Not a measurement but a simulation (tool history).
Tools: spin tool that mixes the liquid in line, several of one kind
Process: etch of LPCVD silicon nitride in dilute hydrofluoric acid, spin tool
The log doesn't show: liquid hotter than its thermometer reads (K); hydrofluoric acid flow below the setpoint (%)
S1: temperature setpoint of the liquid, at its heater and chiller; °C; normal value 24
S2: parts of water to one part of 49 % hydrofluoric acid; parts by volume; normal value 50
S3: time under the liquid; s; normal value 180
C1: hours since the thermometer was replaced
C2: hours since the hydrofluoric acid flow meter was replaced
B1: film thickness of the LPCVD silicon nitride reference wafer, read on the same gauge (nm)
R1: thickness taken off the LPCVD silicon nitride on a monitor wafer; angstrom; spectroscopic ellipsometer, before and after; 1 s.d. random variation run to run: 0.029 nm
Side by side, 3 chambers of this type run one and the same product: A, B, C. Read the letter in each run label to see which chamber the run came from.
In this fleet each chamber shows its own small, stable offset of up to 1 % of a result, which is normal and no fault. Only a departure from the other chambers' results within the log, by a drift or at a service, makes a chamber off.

{"run": "1C", "hour": 3.7, "S1": 24, "S2": 50, "S3": 180, "C1": 449.9, "C2": 1426.7, "B1": 119.99, "R1": 16.616}
{"run": "2B", "hour": 9.5, "S1": 24, "S2": 50, "S3": 180, "C1": 652.4, "C2": 111.3, "B1": 119.98, "R1": 16.597}
{"run": "3A", "hour": 14.7, "S1": 24, "S2": 50, "S3": 180, "C1": 369.9, "C2": 98.3, "B1": 120.03, "R1": 16.905}
{"run": "4C", "hour": 18.4, "S1": 24, "S2": 50, "S3": 180, "C1": 464.6, "C2": 1441.4, "B1": 120.03, "R1": 16.326}
{"run": "5B", "hour": 24.7, "S1": 24, "S2": 50, "S3": 180, "C1": 667.6, "C2": 126.5, "B1": 119.97, "R1": 16.935}
{"run": "6A", "hour": 30.2, "S1": 24, "S2": 50, "S3": 180, "C1": 385.4, "C2": 113.8, "B1": 119.95, "R1": 16.807}
{"run": "7B", "hour": 34.6, "S1": 24, "S2": 50, "S3": 180, "C1": 677.5, "C2": 136.4, "B1": 119.98, "R1": 16.802}
{"run": "8A", "hour": 40.3, "S1": 24, "S2": 50, "S3": 180, "C1": 395.5, "C2": 123.9, "B1": 120.01, "R1": 16.953}
{"run": "9C", "hour": 46.1, "S1": 24, "S2": 50, "S3": 180, "C1": 492.3, "C2": 1469.1, "B1": 119.94, "R1": 16.38}
{"run": "10B", "hour": 54.0, "S1": 24, "S2": 50, "S3": 180, "C1": 696.9, "C2": 155.8, "B1": 120.02, "R1": 16.48}
{"run": "11A", "hour": 57.6, "S1": 24, "S2": 50, "S3": 180, "C1": 412.8, "C2": 141.2, "B1": 119.98, "R1": 16.514}
{"run": "12C", "hour": 65.1, "S1": 24, "S2": 50, "S3": 180, "C1": 511.3, "C2": 1488.1, "B1": 120, "R1": 16.459}
{"run": "13C", "hour": 71.1, "S1": 24, "S2": 50, "S3": 180, "C1": 517.3, "C2": 1494.1, "B1": 119.98, "R1": 16.049}
{"run": "14B", "hour": 77.6, "S1": 24, "S2": 50, "S3": 180, "C1": 720.5, "C2": 179.4, "B1": 120.01, "R1": 16.645}
{"run": "15A", "hour": 83.7, "S1": 24, "S2": 50, "S3": 180, "C1": 438.9, "C2": 167.3, "B1": 119.97, "R1": 16.396}
{"run": "16B", "hour": 91.5, "S1": 24, "S2": 25, "S3": 180, "C1": 734.4, "C2": 193.3, "B1": 119.98, "R1": 31.744}
{"run": "17C", "hour": 95.8, "S1": 24, "S2": 25, "S3": 180, "C1": 542, "C2": 1518.8, "B1": 119.98, "R1": 29.464}
{"run": "18A", "hour": 103.3, "S1": 24, "S2": 25, "S3": 180, "C1": 458.5, "C2": 186.9, "B1": 119.96, "R1": 33.941}
{"run": "19B", "hour": 108.1, "S1": 24, "S2": 50, "S3": 180, "C1": 751, "C2": 209.9, "B1": 120, "R1": 16.402}
{"run": "20C", "hour": 116.1, "S1": 24, "S2": 50, "S3": 180, "C1": 562.3, "C2": 1539.1, "B1": 120.01, "R1": 15.812}
{"run": "21A", "hour": 119.8, "S1": 24, "S2": 50, "S3": 180, "C1": 475, "C2": 203.4, "B1": 119.99, "R1": 16.833}

Predict what each chamber gives when all 3 of them run the settings below next.
{"run": "22A", "hour": 125.5, "S1": 24, "S2": 35, "S3": 180, "R1": "?"}
{"run": "22B", "hour": 125.5, "S1": 24, "S2": 35, "S3": 180, "R1": "?"}
{"run": "22C", "hour": 125.5, "S1": 24, "S2": 35, "S3": 180, "R1": "?"}

run=22A R1=24.269
run=22B R1=23.567
run=22C R1=21.174

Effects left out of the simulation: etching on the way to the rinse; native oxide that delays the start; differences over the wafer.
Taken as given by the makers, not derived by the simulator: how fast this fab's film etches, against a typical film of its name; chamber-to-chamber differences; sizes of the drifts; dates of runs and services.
